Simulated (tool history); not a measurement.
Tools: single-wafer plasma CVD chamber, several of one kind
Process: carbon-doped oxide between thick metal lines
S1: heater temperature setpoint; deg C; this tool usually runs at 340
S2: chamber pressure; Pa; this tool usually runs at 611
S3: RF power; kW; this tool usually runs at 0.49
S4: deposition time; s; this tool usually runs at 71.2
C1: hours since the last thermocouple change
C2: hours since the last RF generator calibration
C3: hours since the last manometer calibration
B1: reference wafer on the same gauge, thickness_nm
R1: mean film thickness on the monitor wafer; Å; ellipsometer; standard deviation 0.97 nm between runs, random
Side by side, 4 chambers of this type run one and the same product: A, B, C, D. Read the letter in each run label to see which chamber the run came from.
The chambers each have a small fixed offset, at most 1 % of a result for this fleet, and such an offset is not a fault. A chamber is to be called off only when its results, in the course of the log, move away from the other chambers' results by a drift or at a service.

run   hour   S1   S2    S3    S4      C1      C2      C3      B1      R1
 1C    6.1  340  611  0.49  71.2   365.6   155.2    61.7  323.88  3602.1
 2D   14.8  340  611  0.49  71.2  1018.7  1080.2   161.5     324  3582.7
 3B   23.4  340  611  0.49  71.2  1319.5   202.9   200.9  324.11    3634
 4A   31.1  340  611  0.49  71.2   618.8  1582.9   750.7  323.84  3605.3
 5A   40.7  340  611  0.49  71.2   628.4  1592.5   760.3  324.12  3607.7
 6B   49.9  340  611  0.49  71.2    1346   229.4   227.4  323.86  3634.1
 7C   57.7  340  611  0.49  84.9   417.2   206.8   113.3  323.85  4307.8
 8D   66.5  340  611  0.49  84.9  1070.4  1131.9   213.2  324.08  4276.2
 9B   76.2  340  611  0.49  84.9  1372.3   255.7   253.7  323.98  4336.5
10C   86.2  340  611  0.49  84.9   445.7   235.3   141.8  324.25  4288.1
11A   95.8  340  728  0.49  71.2   683.5  1647.6   815.4  323.92  3709.7
12D  102.3  340  728  0.49  71.2  1106.2  1167.7     249  323.98  3683.3
13D  111.3  340  728  0.49  71.2  1115.2  1176.7     258  324.21  3701.4
14B  118.3  340  728  0.49  71.2  1414.4   297.8   295.8  324.13  3718.7
15A  124.9  340  611  0.49  71.2   712.6  1676.7   844.5  323.76  3623.1
16C  132.7  340  611  0.49  71.2   492.2   281.8   188.3  323.84  3608.1
17C  138.6  340  611  0.49  71.2   498.1   287.7   194.2  323.77  3607.7
18D  147.8  340  611  0.49  71.2  1151.7  1213.2   294.5  324.21  3577.4
19A  154.8  340  611  0.49  71.2   742.5  1706.6   874.4  323.96  3636.2
20B  159.7  340  611  0.49  71.2  1455.8   339.2   337.2  324.11  3631.5
21C  168.9  340  611  0.49  71.2   528.4     318   224.5  323.92    3575
22D  174.1  340  611  0.49  71.2    1178  1239.5   320.8  323.82  3578.2
23A    182  340  611  0.49  71.2   769.7  1733.8   901.6  324.17  3632.8
24B  187.2  340  611  0.49  71.2  1483.3   366.7   364.7  324.11    3628
25C    197  340  611  0.49  71.2   556.5   346.1   252.6  323.76  3553.3
26A  202.6  340  611  0.49  71.2   790.3  1754.4   922.2  323.92  3627.3
27B  213.2  340  611  0.49  71.2  1509.3   392.7   390.7  324.08  3627.5
28D  222.4  327  611  0.49  71.2  1226.3  1287.8   369.1  323.71  3735.4
29D  229.4  327  611  0.49  71.2  1233.3  1294.8   376.1  324.18  3723.5
30A  238.1  327  611  0.49  71.2   825.8  1789.9   957.7  323.95  3768.1
31C  248.3  327  611  0.49  71.2   607.8   397.4   303.9  323.84  3644.7
32B  254.3  340  611  0.49  71.2  1550.4   433.8   431.8  324.21  3620.4
33D    262  340  611  0.49  71.2  1265.9  1327.4   408.7  323.94  3578.3
34A  272.2  340  611  0.49  71.2   859.9    1824   991.8  324.24    3623
35C  276.9  340  611  0.49  71.2   636.4     426   332.5  324.04  3486.7
36B  283.7  333  611  0.49  71.2  1579.8   463.2   461.2   323.9  3697.5
37B  288.6  333  611  0.49  71.2  1584.7   468.1   466.1  324.06  3705.2
38A  295.7  333  611  0.49  71.2   883.4  1847.5  1015.3  323.93  3683.1
39D  305.2  333  611  0.49  71.2  1309.1  1370.6   451.9  324.02  3669.5
40C  311.1  340  611  0.49  71.2   670.6   460.2   366.7  323.91  3480.6

Is one chamber out of step, is the gauge drifting, or do the chambers differ by no more than their own small offsets? For an off chamber, give its letter and the likeliest cause.

Little by little, chamber C moves away from the other chambers.
What lies behind it: delivered RF power below the setpoint (%) = 5.93.

Below are 4 candidate recipes for chamber C's next run, each the usual settings with a change, their results shown as question marks. Which of them brings C's results back in line with what the other chambers give on the usual settings?
In line means no further than this from the other chambers' mean on the usual settings: R1 34 Å
41C-1  318.6  340  615    0.5  73.1                   ?
41C-2  318.6  340  617  0.505  74.5                   ?
41C-3  318.6  341  601   0.49  66.6                   ?
41C-4  318.6  340  607   0.48  69.3                   ?

The other chambers' mean on the usual settings: R1 3613.6 Å
  run      R1
41C-1  3611.8
41C-2    3706
41C-3  3231.9
41C-4  3329.6
Change 41C-1 lands the chamber within the allowed miss of the other chambers.
